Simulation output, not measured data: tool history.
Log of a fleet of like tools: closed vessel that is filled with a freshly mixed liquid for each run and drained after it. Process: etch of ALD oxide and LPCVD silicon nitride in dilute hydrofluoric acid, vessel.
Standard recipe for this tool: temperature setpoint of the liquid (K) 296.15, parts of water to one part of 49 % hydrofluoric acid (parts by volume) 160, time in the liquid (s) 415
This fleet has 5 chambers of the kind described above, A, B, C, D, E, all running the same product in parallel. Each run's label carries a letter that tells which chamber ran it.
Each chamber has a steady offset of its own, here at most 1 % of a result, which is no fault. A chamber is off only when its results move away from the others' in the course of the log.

run,hour,temperature setpoint of the liquid (K),parts of water to one part of 49 % hydrofluoric acid (parts by volume),time in the liquid (s),hours since the thermometer was replaced,hours since the hydrofluoric acid flow meter was replaced,"read-back film thickness of the ALD oxide reference wafer, read on the same gauge (nm)","read-back film thickness of the LPCVD silicon nitride reference wafer, read on the same gauge (nm)",thickness taken off the ALD oxide on a monitor wafer (Å),thickness taken off the LPCVD silicon nitride on a monitor wafer (Å)
1B,6.7,296.15,160,415,1332.6,1049.3,89.997,80.009,397.27,14.052
# hour 10.9: chamber C: thermometer replaced
2A,11.3,296.15,160,415,64.1,133.6,90.03,79.969,403.14,13.754
3E,19.5,296.15,160,415,361,1560,89.988,79.993,400.28,13.745
4D,29.8,296.15,160,415,304.5,626.8,90.007,80.009,408.26,13.786
5C,36.2,296.15,160,415,25.3,409.8,89.975,80.02,401.43,13.696
6B,46.9,296.15,215,415,1372.8,1089.5,90.018,80.026,287.59,10.093
7C,57.2,296.15,215,415,46.3,430.8,89.978,80.018,285.2,10.404
8A,67.6,296.15,215,415,120.4,189.9,89.988,80.034,287.98,10.203
9D,77.7,296.15,215,415,352.4,674.7,89.961,79.981,279.98,9.9775
# hour 77.9: chamber E: hydrofluoric acid flow meter replaced
10E,82.5,296.15,215,415,424,4.7,90.038,79.999,277.49,10.427
11D,90.3,293.15,125,415,365,687.3,90.004,80.006,476.31,14.359
12C,95.4,293.15,125,415,84.5,469,89.994,79.946,473.91,14.49
13B,100.9,293.15,125,415,1426.8,1143.5,90.032,80.015,481.69,14.589
14E,110.9,293.15,125,415,452.4,33.1,89.989,79.998,469.57,14.512
15A,121.2,293.15,125,415,174,243.5,90.018,79.997,474.33,14.417
16C,128.7,296.15,160,415,117.8,502.3,90.004,80.003,400.56,13.791
17D,134.2,296.15,160,415,408.9,731.2,90.028,79.968,388.68,13.373
18A,140.3,296.15,160,415,193.1,262.6,89.997,79.993,406.1,13.569
19B,145.9,296.15,160,415,1471.8,1188.5,89.968,80.042,404,13.684
20E,154.2,296.15,160,415,495.7,76.4,89.991,79.995,395.5,13.82
21A,159.7,296.15,160,415,212.5,282,90.002,80.025,403.73,13.457
22B,169.7,296.15,160,415,1495.6,1212.3,89.99,80.021,401.92,13.723
23E,178.8,296.15,110,415,520.3,101,90.039,79.991,611.12,19.609
24D,188.5,296.15,110,415,463.2,785.5,90,80.02,590.36,19.42
25C,198.2,296.15,110,415,187.3,571.8,90.013,79.995,620.48,19.92
26B,207,296.15,110,415,1532.9,1249.6,90.021,79.999,627.46,20.035
27A,216.9,296.15,110,415,269.7,339.2,89.99,80.018,617.97,20.087
28E,222.8,296.15,160,415,564.3,145,89.992,79.994,400.01,13.873
29C,232.2,296.15,160,415,221.3,605.8,89.99,80.004,403.42,13.724
30D,241.5,296.15,160,415,516.2,838.5,89.982,79.967,377.92,12.848
31C,252.1,293.15,230,415,241.2,625.7,90,79.993,231.08,8.0395
32A,261.7,293.15,230,415,314.5,384,89.996,80.019,237.23,7.6822
33B,268.9,293.15,230,415,1594.8,1311.5,90.041,79.991,231.01,7.9397
34E,274.1,293.15,230,415,615.6,196.3,89.994,79.965,230.37,7.795
35D,281.5,293.15,230,415,556.2,878.5,89.983,79.977,213.47,7.5179
36E,289.6,296.15,160,415,631.1,211.8,89.981,80.018,403.17,13.991
37C,296.9,296.15,160,415,286,670.5,89.977,79.964,404.29,14.072
38B,304.2,296.15,160,415,1630.1,1346.8,89.962,80.025,408.47,13.789
39A,313.8,301.15,160,310,366.6,436.1,90.029,80.007,365.83,13.66
40D,319.4,301.15,160,310,594.1,916.4,89.993,80.018,329.43,12.98
41E,324.3,301.15,160,310,665.8,246.5,90.002,80,355.76,14.182
42D,330.7,301.15,160,310,605.4,927.7,90.007,79.987,329.14,13.122

Next, every chamber runs the same settings. What will each give?
43A,338.4,296.15,210,415,,,,,?,?
43B,338.4,296.15,210,415,,,,,?,?
43C,338.4,296.15,210,415,,,,,?,?
43D,338.4,296.15,210,415,,,,,?,?
43E,338.4,296.15,210,415,,,,,?,?

run,thickness taken off the ALD oxide on a monitor wafer (Å),thickness taken off the LPCVD silicon nitride on a monitor wafer (Å)
43A,292.09,10.733
43B,290.52,10.795
43C,291.55,10.64
43D,259.95,9.6389
43E,288.74,10.377
